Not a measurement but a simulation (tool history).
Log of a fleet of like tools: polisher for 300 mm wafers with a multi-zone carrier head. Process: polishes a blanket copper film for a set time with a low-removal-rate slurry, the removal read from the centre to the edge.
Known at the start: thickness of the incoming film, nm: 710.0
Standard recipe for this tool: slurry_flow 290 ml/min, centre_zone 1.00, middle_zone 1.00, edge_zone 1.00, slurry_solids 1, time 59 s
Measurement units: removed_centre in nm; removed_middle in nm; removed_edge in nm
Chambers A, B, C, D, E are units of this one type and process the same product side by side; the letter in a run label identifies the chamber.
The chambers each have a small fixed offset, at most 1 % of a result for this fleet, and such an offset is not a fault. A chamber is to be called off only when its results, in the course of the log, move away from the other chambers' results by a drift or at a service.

run   hour  slurry_flow  centre_zone  middle_zone  edge_zone  slurry_solids  time  wafers polished on this pad  hours since the slurry nozzle was cleaned  hours since the centre zone pressure was calibrated  hours since the edge zone pressure was calibrated  removed_centre  removed_middle  removed_edge
 1A    6.2          290         1.00         1.00       1.00              1    59                          544                                      123.5                                                116.0                                              355.7          85.789          85.807        87.020
 2C   11.9          290         1.00         1.00       1.00              1    59                          648                                      406.8                                                206.0                                              135.6          86.558          85.945        86.512
      14.5  -- chamber C: worn pad replaced by a new one
 3D   19.5          290         1.00         1.00       1.00              1    59                          328                                      435.3                                                319.5                                              787.9          85.009          83.974        85.802
 4B   24.2          290         1.00         1.00       1.00              1    59                          621                                      321.3                                                254.7                                              463.4          87.144          85.986        85.316
 5E   31.1          290         1.00         1.00       1.00              1    59                          718                                      184.4                                                438.9                                              581.5          86.610          86.642        86.618
 6B   35.6          290         1.00         1.00       1.00              1    59                          709                                      332.7                                                266.1                                              474.8          86.202          84.946        86.284
      38.9  -- chamber A: worn pad replaced by a new one
 7E   42.1          290         1.00         1.00       1.00              1    59                          803                                      195.4                                                449.9                                              592.5          85.366          86.388        87.199
 8D   47.0          290         1.00         1.00       1.00              1    59                          540                                      462.8                                                347.0                                              815.4          86.019          87.624        87.871
 9A   55.1          290         1.00         1.00       1.00              1    59                          125                                      172.4                                                164.9                                              404.6          86.403          86.396        87.199
10C   59.1          290         1.00         1.00       1.00              1    59                          344                                      454.0                                                253.2                                              182.8          87.246          85.688        86.004
11A   66.8          290         1.00         1.00       1.00              1    59                          216                                      184.1                                                176.6                                              416.3          85.529          87.731        88.023
12C   71.5          290         1.00         1.00       1.00              1    59                          440                                      466.4                                                265.6                                              195.2          87.967          86.918        88.340
      75.5  -- chamber B: worn pad replaced by a new one
13B   77.3          290         1.00         1.00       1.00              1    59                           14                                      374.4                                                307.8                                              516.5          85.861          84.292        86.377
14E   82.2          290         1.00         1.00       1.00              1    59                         1113                                      235.5                                                490.0                                              632.6          88.528          87.469        86.356
15D   87.5          290         1.00         1.00       1.00              1    59                          853                                      503.3                                                387.5                                              855.9          86.165          86.085        85.849
      89.9  -- chamber E: worn pad replaced by a new one
16D   92.6          290         1.00         1.00       1.00              1    59                          893                                      508.4                                                392.6                                              861.0          85.724          86.428        85.827
17B  100.0          290         1.00         1.00       1.00              1    59                          189                                      397.1                                                330.5                                              539.2          85.772          85.667        85.980
     104.0  -- chamber C: worn pad replaced by a new one
18A  107.4          290         1.00         1.00       1.00              1    59                          529                                      224.7                                                217.2                                              456.9          85.118          86.244        86.886
19E  111.4          290         1.00         1.00       1.00              1    59                          166                                      264.7                                                519.2                                              661.8          86.229          85.481        86.890
20C  115.5          290         1.00         1.00       1.00              1    59                           89                                      510.4                                                309.6                                              239.2          85.700          85.782        86.995
21C  122.5          290         1.00         1.00       1.00              1    59                          143                                      517.4                                                316.6                                              246.2          86.452          85.629        85.812
22B  127.5          250         1.00         0.88       1.00              1    59                          402                                      424.6                                                358.0                                              566.7          83.958          74.835        83.501
23A  134.2          250         1.00         0.88       1.00              1    59                          736                                      251.5                                                244.0                                              483.7          83.427          73.509        85.983
     135.0  -- chamber D: slurry nozzle cleaned
     135.7  -- chamber E: slurry nozzle cleaned
     135.9  -- chamber D: worn pad replaced by a new one
24D  142.3          250         1.00         0.88       1.00              1    59                           49                                        7.4                                                442.3                                              910.7          84.162          75.705        85.709
     142.7  -- chamber B: centre zone pressure recalibrated
25E  148.2          250         1.00         0.88       1.00              1    59                          451                                       12.6                                                556.0                                              698.6          83.259          76.310        84.919
     149.9  -- chamber E: edge zone pressure recalibrated
26C  155.8          250         1.00         0.88       1.00              1    59                          400                                      550.7                                                349.9                                              279.5          86.135          74.791        86.761
     159.8  -- chamber A: worn pad replaced by a new one
27A  160.9          290         0.96         1.00       0.96              1    59                            9                                      278.2                                                270.7                                              510.4          81.308          85.075        85.318
28B  164.9          290         0.96         1.00       0.96              1    59                          691                                      462.0                                                 22.2                                              604.1          83.901          88.620        85.202
29D  171.0          290         0.96         1.00       0.96              1    59                          271                                       36.1                                                471.0                                              939.4          84.132          84.366        83.984
30E  175.8          290         0.96         1.00       0.96              1    59                          664                                       40.2                                                583.6                                               25.9          83.588          87.103        83.793
31D  180.4          290         0.96         1.00       0.96              1    59                          344                                       45.5                                                480.4                                              948.8          80.908          85.762        83.291

All 5 chambers run these settings next. Forecast each chamber's results:
32A  186.4          290         1.00         1.00       0.89              1    59                                                                                                                                                                                               ?               ?             ?
32B  186.4          290         1.00         1.00       0.89              1    59                                                                                                                                                                                               ?               ?             ?
32C  186.4          290         1.00         1.00       0.89              1    59                                                                                                                                                                                               ?               ?             ?
32D  186.4          290         1.00         1.00       0.89              1    59                                                                                                                                                                                               ?               ?             ?
32E  186.4          290         1.00         1.00       0.89              1    59                                                                                                                                                                                               ?               ?             ?

run  removed_centre  removed_middle  removed_edge
32A          84.929          85.806        82.896
32B          85.975          85.541        81.427
32C          86.699          86.914        80.936
32D          85.091          86.424        81.233
32E          86.226          88.374        82.959
